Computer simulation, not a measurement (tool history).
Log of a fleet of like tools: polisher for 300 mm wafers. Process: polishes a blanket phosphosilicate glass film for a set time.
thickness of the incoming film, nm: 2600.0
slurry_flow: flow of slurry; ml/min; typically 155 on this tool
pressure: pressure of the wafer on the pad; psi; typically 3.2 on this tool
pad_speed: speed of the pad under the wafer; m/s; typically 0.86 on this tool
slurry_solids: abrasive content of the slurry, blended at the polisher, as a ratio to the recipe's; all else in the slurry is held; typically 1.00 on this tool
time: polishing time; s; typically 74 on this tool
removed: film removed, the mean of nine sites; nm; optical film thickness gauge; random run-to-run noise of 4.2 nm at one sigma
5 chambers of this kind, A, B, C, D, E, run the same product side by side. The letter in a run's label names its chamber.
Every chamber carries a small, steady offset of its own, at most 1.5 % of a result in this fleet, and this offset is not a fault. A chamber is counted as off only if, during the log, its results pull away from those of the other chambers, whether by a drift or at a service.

run	hour	slurry_flow	pressure	pad_speed	slurry_solids	time	wafers polished on this pad	hours since the slurry nozzle was cleaned	hours since the head pressure was calibrated	hours since the slurry blender was calibrated	hours since the conditioning disc was replaced	removed
1A	7.9	155	3.2	0.86	1.00	74	211	233.2	181.1	278.9	56.1	496.83
# hour 14.9: chamber E: worn pad replaced by a new one
2C	15.2	155	3.2	0.86	1.00	74	710	150.4	493.9	43.6	407.5	501.98
# hour 19.2: chamber D: slurry nozzle cleaned
3E	23.4	155	3.2	0.86	1.00	74	99	193.6	861.2	126.5	97.4	496.14
# hour 26.4: chamber C: conditioning disc replaced and pad reconditioned
4B	34.9	155	3.2	0.86	1.00	74	412	76.3	560.4	68.7	201.6	490.57
# hour 38.9: chamber E: slurry blender recalibrated
5D	44.8	155	3.2	0.86	1.00	74	667	25.6	1013.0	95.0	372.0	495.85
# hour 45.2: chamber C: worn pad replaced by a new one
6B	55.3	155	3.2	0.86	1.00	74	647	96.7	580.8	89.1	222.0	505.61
7E	66.8	155	3.2	0.86	1.00	74	599	237.0	904.6	28.0	140.8	497.53
8A	75.0	155	3.2	0.70	0.75	74	984	300.3	248.2	346.0	123.2	360.49
# hour 79.3: chamber E: head pressure recalibrated
# hour 83.9: chamber E: worn pad replaced by a new one
9D	86.9	155	3.2	0.70	0.75	74	1153	67.7	1055.1	137.1	414.1	366.80
# hour 89.3: chamber E: conditioning disc replaced and pad reconditioned
# hour 94.9: chamber D: worn pad replaced by a new one
10C	97.2	155	3.2	0.70	0.75	74	599	232.4	575.9	125.6	70.8	370.71
# hour 98.4: chamber B: worn pad replaced by a new one
# hour 107.7: chamber B: slurry blender recalibrated
11E	108.8	155	3.2	0.70	0.75	74	287	279.0	29.6	70.0	19.6	366.85
# hour 109.4: chamber D: slurry blender recalibrated
# hour 110.2: chamber A: worn pad replaced by a new one
12C	117.6	155	3.2	0.70	0.75	74	835	252.8	596.3	146.0	91.2	368.12
13A	130.1	155	3.2	0.86	1.00	74	230	355.4	303.3	401.1	178.3	487.59
# hour 131.2: chamber C: worn pad replaced by a new one
14B	141.2	155	3.2	0.86	1.00	74	493	182.6	666.7	33.6	307.9	497.01
15D	149.5	155	3.2	0.86	1.00	74	630	130.3	1117.7	40.2	476.7	501.54
# hour 154.9: chamber C: head pressure recalibrated
# hour 155.3: chamber E: worn pad replaced by a new one
16E	161.0	155	3.2	0.86	1.00	74	66	331.2	81.8	122.2	71.8	508.98
# hour 161.2: chamber B: head pressure recalibrated
17B	168.7	155	3.2	0.86	1.00	74	811	210.1	7.6	61.1	335.4	497.12
# hour 170.6: chamber A: slurry nozzle cleaned
# hour 172.6: chamber E: slurry blender recalibrated
# hour 173.7: chamber B: conditioning disc replaced and pad reconditioned
18A	177.1	155	3.2	0.86	1.00	61	772	6.5	350.3	448.1	225.3	406.01
# hour 183.7: chamber B: worn pad replaced by a new one
19C	187.8	155	3.2	0.86	1.00	61	653	323.0	32.9	216.2	161.4	411.28
20D	196.2	155	3.2	0.86	1.00	61	1169	177.0	1164.4	86.9	523.4	413.58
21D	202.0	155	3.2	0.86	1.00	61	1236	182.8	1170.2	92.7	529.2	411.57
# hour 204.7: chamber A: slurry blender recalibrated
# hour 205.0: chamber D: worn pad replaced by a new one
22A	209.4	155	3.2	0.86	1.00	61	1144	38.8	382.6	4.7	257.6	406.23
# hour 211.0: chamber D: conditioning disc replaced and pad reconditioned
# hour 211.7: chamber C: slurry blender recalibrated
# hour 215.0: chamber E: worn pad replaced by a new one
23C	218.0	155	3.2	0.86	1.00	74	1001	353.2	63.1	6.4	191.6	494.23
24B	225.8	155	3.2	0.86	1.00	74	485	267.2	64.7	118.2	52.1	493.60
# hour 227.4: chamber A: worn pad replaced by a new one
25E	231.8	155	3.2	0.86	1.00	74	194	402.0	152.6	59.2	142.6	503.32
# hour 237.4: chamber C: worn pad replaced by a new one
# hour 238.8: chamber B: slurry blender recalibrated
26E	244.1	155	3.2	0.86	1.00	74	336	414.3	164.9	71.5	154.9	500.24
# hour 253.4: chamber D: slurry blender recalibrated
27C	255.5	155	3.2	0.86	1.00	74	209	390.7	100.6	43.9	229.1	500.22
28D	262.0	155	3.2	0.86	1.00	74	657	242.8	1230.2	8.7	51.1	499.80
29B	271.8	155	3.9	0.86	1.25	74	1016	313.2	110.7	33.1	98.1	661.68
30A	281.5	155	3.9	0.86	1.25	74	624	110.9	454.7	76.8	329.7	660.34
31D	291.2	155	3.9	0.86	1.25	74	994	272.0	1259.4	37.9	80.3	672.73
32A	302.9	155	3.9	0.86	1.25	74	870	132.3	476.1	98.2	351.1	662.66
33C	314.2	155	3.9	0.86	1.25	74	886	449.4	159.3	102.6	287.8	671.40

Decide between three cases: one chamber stands off from its peers, the gauge reading all wafers drifts, or nothing is wrong past each chamber's small offset. Where a chamber is off, say which and what most likely put it there.

No chamber is off and the gauge is stable; the differences are just each chamber's small, constant offset.

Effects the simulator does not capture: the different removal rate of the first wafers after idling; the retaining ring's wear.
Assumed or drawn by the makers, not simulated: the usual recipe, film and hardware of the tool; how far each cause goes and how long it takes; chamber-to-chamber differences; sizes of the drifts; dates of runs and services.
